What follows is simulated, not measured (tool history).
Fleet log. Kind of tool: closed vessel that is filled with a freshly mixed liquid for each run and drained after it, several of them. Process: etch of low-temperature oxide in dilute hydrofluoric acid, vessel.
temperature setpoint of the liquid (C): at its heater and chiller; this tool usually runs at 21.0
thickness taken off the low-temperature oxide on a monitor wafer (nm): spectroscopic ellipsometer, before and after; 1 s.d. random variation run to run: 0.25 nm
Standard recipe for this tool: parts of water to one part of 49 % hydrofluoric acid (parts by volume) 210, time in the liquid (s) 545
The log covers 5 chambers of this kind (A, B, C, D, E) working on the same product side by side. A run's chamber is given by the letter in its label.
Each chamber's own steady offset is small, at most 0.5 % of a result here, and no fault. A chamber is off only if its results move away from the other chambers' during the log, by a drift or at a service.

| run | hour | temperature setpoint of the liquid (C) | parts of water to one part of 49 % hydrofluoric acid (parts by volume) | time in the liquid (s) | hours since the thermometer was replaced | hours since the hydrofluoric acid flow meter was replaced | read-back film thickness of the low-temperature oxide reference wafer, read on the same gauge (nm) | thickness taken off the low-temperature oxide on a monitor wafer (nm) |
|---|---|---|---|---|---|---|---|---|
| 1C | 7.5 | 21.0 | 210 | 545 | 275.5 | 717.3 | 90.042 | 33.819 |
| 2E | 13.5 | 21.0 | 210 | 545 | 601.3 | 25.2 | 90.020 | 34.378 |
| 3D | 21.0 | 21.0 | 210 | 545 | 523.8 | 786.7 | 89.998 | 33.948 |
| 4A | 28.1 | 21.0 | 210 | 545 | 2961.1 | 629.1 | 89.986 | 34.683 |
| 5B | 33.0 | 21.0 | 210 | 545 | 1135.9 | 768.0 | 90.023 | 33.915 |
| 6E | 38.1 | 21.0 | 210 | 545 | 625.9 | 49.8 | 89.973 | 34.359 |
| 7D | 46.3 | 21.0 | 210 | 545 | 549.1 | 812.0 | 89.996 | 33.855 |
| 8A | 50.6 | 21.0 | 210 | 545 | 2983.6 | 651.6 | 90.000 | 34.456 |
| 9C | 59.9 | 21.0 | 210 | 545 | 327.9 | 769.7 | 89.962 | 34.160 |
| 10B | 65.9 | 21.0 | 210 | 545 | 1168.8 | 800.9 | 90.004 | 34.051 |
| 11E | 73.3 | 21.0 | 210 | 545 | 661.1 | 85.0 | 89.971 | 34.174 |
| 12D | 82.1 | 21.0 | 210 | 545 | 584.9 | 847.8 | 90.045 | 33.846 |
| 13B | 86.7 | 21.0 | 210 | 545 | 1189.6 | 821.7 | 89.987 | 33.868 |
| 14C | 94.1 | 21.0 | 210 | 545 | 362.1 | 803.9 | 90.010 | 33.961 |
| 15A | 100.6 | 21.0 | 210 | 545 | 3033.6 | 701.6 | 90.018 | 34.069 |
| 16D | 106.2 | 21.0 | 210 | 545 | 609.0 | 871.9 | 90.025 | 34.001 |
| 17E | 111.9 | 21.0 | 210 | 545 | 699.7 | 123.6 | 89.988 | 34.311 |
| 18C | 117.3 | 21.0 | 210 | 545 | 385.3 | 827.1 | 90.008 | 33.171 |
|  | 122.7 | chamber E: thermometer replaced |
| 19A | 126.3 | 21.0 | 210 | 545 | 3059.3 | 727.3 | 90.022 | 34.575 |
| 20B | 131.5 | 21.0 | 210 | 260 | 1234.4 | 866.5 | 90.000 | 16.170 |
| 21D | 138.3 | 21.0 | 210 | 260 | 641.1 | 904.0 | 90.019 | 16.381 |
| 22C | 146.2 | 21.0 | 210 | 260 | 414.2 | 856.0 | 90.047 | 15.635 |
|  | 152.1 | chamber A: thermometer replaced |
| 23E | 153.6 | 21.0 | 210 | 260 | 30.9 | 165.3 | 90.026 | 16.267 |
| 24B | 162.9 | 21.0 | 210 | 260 | 1265.8 | 897.9 | 90.004 | 16.211 |
| 25A | 170.3 | 21.0 | 210 | 545 | 18.2 | 771.3 | 89.967 | 33.945 |
| 26A | 179.5 | 21.0 | 210 | 545 | 27.4 | 780.5 | 89.993 | 33.723 |
| 27B | 186.2 | 21.0 | 210 | 545 | 1289.1 | 921.2 | 90.026 | 33.630 |
| 28E | 194.6 | 17.0 | 210 | 545 | 71.9 | 206.3 | 90.050 | 29.510 |
| 29C | 199.6 | 17.0 | 210 | 545 | 467.6 | 909.4 | 90.006 | 27.898 |
| 30D | 203.9 | 17.0 | 210 | 545 | 706.7 | 969.6 | 90.044 | 28.806 |
| 31A | 212.1 | 17.0 | 210 | 545 | 60.0 | 813.1 | 89.958 | 29.343 |
| 32B | 218.9 | 17.0 | 210 | 545 | 1321.8 | 953.9 | 90.010 | 29.084 |
| 33C | 224.9 | 21.0 | 210 | 545 | 492.9 | 934.7 | 89.978 | 31.473 |

All 5 chambers run these settings next. Forecast each chamber's results:
| 34A | 231.7 | 17.5 | 210 | 545 |  |  |  | ? |
| 34B | 231.7 | 17.5 | 210 | 545 |  |  |  | ? |
| 34C | 231.7 | 17.5 | 210 | 545 |  |  |  | ? |
| 34D | 231.7 | 17.5 | 210 | 545 |  |  |  | ? |
| 34E | 231.7 | 17.5 | 210 | 545 |  |  |  | ? |

| run | thickness taken off the low-temperature oxide on a monitor wafer (nm) |
|---|---|
| 34A | 29.929 |
| 34B | 29.865 |
| 34C | 28.326 |
| 34D | 29.599 |
| 34E | 29.913 |
